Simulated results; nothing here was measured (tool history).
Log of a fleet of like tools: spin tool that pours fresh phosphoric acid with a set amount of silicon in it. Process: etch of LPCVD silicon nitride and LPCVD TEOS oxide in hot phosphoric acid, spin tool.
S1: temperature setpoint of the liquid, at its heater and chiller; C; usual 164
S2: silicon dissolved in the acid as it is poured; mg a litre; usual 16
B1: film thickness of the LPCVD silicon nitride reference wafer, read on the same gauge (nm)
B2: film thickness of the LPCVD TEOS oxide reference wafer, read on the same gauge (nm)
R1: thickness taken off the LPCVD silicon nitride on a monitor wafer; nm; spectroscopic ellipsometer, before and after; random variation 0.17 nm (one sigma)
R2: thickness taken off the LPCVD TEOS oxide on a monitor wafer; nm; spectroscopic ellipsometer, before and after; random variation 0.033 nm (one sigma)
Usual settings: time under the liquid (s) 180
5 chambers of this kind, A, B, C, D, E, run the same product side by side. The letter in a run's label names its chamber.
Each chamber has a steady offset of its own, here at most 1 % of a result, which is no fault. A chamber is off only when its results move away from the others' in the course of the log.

-- hour=2.9 chamber D: thermometer replaced
run 1E hour=6.4 | S1=164 S2=16 time_under_the_liquid_(s)=180 | B1=30.004 B2=130.04 | R1=17.956 R2=0.36472
run 2A hour=13.4 | S1=164 S2=16 time_under_the_liquid_(s)=180 | B1=29.994 B2=130.04 | R1=17.667 R2=0.41295
run 3B hour=21.4 | S1=164 S2=16 time_under_the_liquid_(s)=180 | B1=30.021 B2=130.01 | R1=17.199 R2=0.42121
-- hour=22.3 chamber C: dissolved silicon flow meter replaced
run 4D hour=26.6 | S1=164 S2=16 time_under_the_liquid_(s)=180 | B1=30.038 B2=129.95 | R1=17.734 R2=0.46707
run 5C hour=35.2 | S1=164 S2=16 time_under_the_liquid_(s)=180 | B1=30.013 B2=130.03 | R1=17.598 R2=0.44056
run 6B hour=41.3 | S1=164 S2=16 time_under_the_liquid_(s)=180 | B1=29.963 B2=129.99 | R1=17.632 R2=0.42293
run 7E hour=45.3 | S1=164 S2=16 time_under_the_liquid_(s)=180 | B1=29.997 B2=129.99 | R1=17.739 R2=0.44272
run 8C hour=49.3 | S1=164 S2=16 time_under_the_liquid_(s)=180 | B1=30.02 B2=129.95 | R1=17.503 R2=0.37867
run 9A hour=56.1 | S1=164 S2=16 time_under_the_liquid_(s)=180 | B1=29.983 B2=129.96 | R1=17.809 R2=0.40829
run 10D hour=63.7 | S1=164 S2=16 time_under_the_liquid_(s)=180 | B1=29.985 B2=130 | R1=17.632 R2=0.42912
run 11C hour=71.4 | S1=164 S2=16 time_under_the_liquid_(s)=180 | B1=30.029 B2=130.03 | R1=17.821 R2=0.43078
run 12D hour=77.6 | S1=166.5 S2=16 time_under_the_liquid_(s)=255 | B1=30.02 B2=129.99 | R1=27.221 R2=0.68106
run 13B hour=84.5 | S1=166.5 S2=16 time_under_the_liquid_(s)=255 | B1=29.99 B2=130 | R1=27.054 R2=0.7054
run 14A hour=90.6 | S1=166.5 S2=16 time_under_the_liquid_(s)=255 | B1=30.003 B2=130.03 | R1=27.023 R2=0.65391
run 15E hour=94.7 | S1=166.5 S2=16 time_under_the_liquid_(s)=255 | B1=30.033 B2=130 | R1=27.171 R2=0.7325
run 16A hour=99.7 | S1=166.5 S2=16 time_under_the_liquid_(s)=255 | B1=29.982 B2=130 | R1=26.872 R2=0.76
run 17B hour=104.9 | S1=164 S2=16 time_under_the_liquid_(s)=180 | B1=29.996 B2=129.99 | R1=17.496 R2=0.38181
run 18D hour=109.9 | S1=164 S2=16 time_under_the_liquid_(s)=180 | B1=30.008 B2=130.02 | R1=17.548 R2=0.48679
run 19E hour=115.9 | S1=164 S2=16 time_under_the_liquid_(s)=180 | B1=29.961 B2=129.99 | R1=17.852 R2=0.48881
run 20C hour=121.9 | S1=164 S2=16 time_under_the_liquid_(s)=180 | B1=29.993 B2=129.97 | R1=17.5 R2=0.42924
run 21D hour=130.2 | S1=164 S2=16 time_under_the_liquid_(s)=180 | B1=30.004 B2=129.99 | R1=17.694 R2=0.41481
run 22B hour=137.9 | S1=164 S2=16 time_under_the_liquid_(s)=180 | B1=30.002 B2=129.96 | R1=17.602 R2=0.44509
-- hour=140 chamber C: thermometer replaced
run 23E hour=145.2 | S1=164 S2=16 time_under_the_liquid_(s)=180 | B1=30.01 B2=129.97 | R1=18.076 R2=0.46034
run 24C hour=149.7 | S1=164 S2=16 time_under_the_liquid_(s)=180 | B1=30.007 B2=130.01 | R1=17.95 R2=0.49473
run 25A hour=155.3 | S1=164 S2=20 time_under_the_liquid_(s)=180 | B1=30.01 B2=130.01 | R1=17.885 R2=0.35569
run 26E hour=162.4 | S1=164 S2=20 time_under_the_liquid_(s)=180 | B1=30.009 B2=130 | R1=17.743 R2=0.37859
run 27B hour=170.1 | S1=164 S2=20 time_under_the_liquid_(s)=180 | B1=30.016 B2=130.02 | R1=17.665 R2=0.38464
run 28D hour=179 | S1=164 S2=20 time_under_the_liquid_(s)=180 | B1=30.01 B2=130.06 | R1=17.653 R2=0.40785
run 29C hour=185.5 | S1=164 S2=20 time_under_the_liquid_(s)=180 | B1=29.993 B2=130.05 | R1=17.803 R2=0.3563
run 30A hour=193.1 | S1=164 S2=16 time_under_the_liquid_(s)=180 | B1=29.997 B2=130.03 | R1=17.733 R2=0.40219
run 31B hour=197.9 | S1=164 S2=21.5 time_under_the_liquid_(s)=225 | B1=29.99 B2=130 | R1=22.395 R2=0.46478
run 32C hour=203.2 | S1=164 S2=21.5 time_under_the_liquid_(s)=225 | B1=30.01 B2=129.99 | R1=22.247 R2=0.51099
run 33A hour=209.2 | S1=164 S2=21.5 time_under_the_liquid_(s)=225 | B1=29.983 B2=129.98 | R1=21.937 R2=0.44066

What goes on in this fleet: one chamber off, a drifting gauge, or nothing beyond the chambers' own small offsets? Name the chamber and the cause, if any.

No chamber stands off beyond its own small offset, and the gauge holds steady.
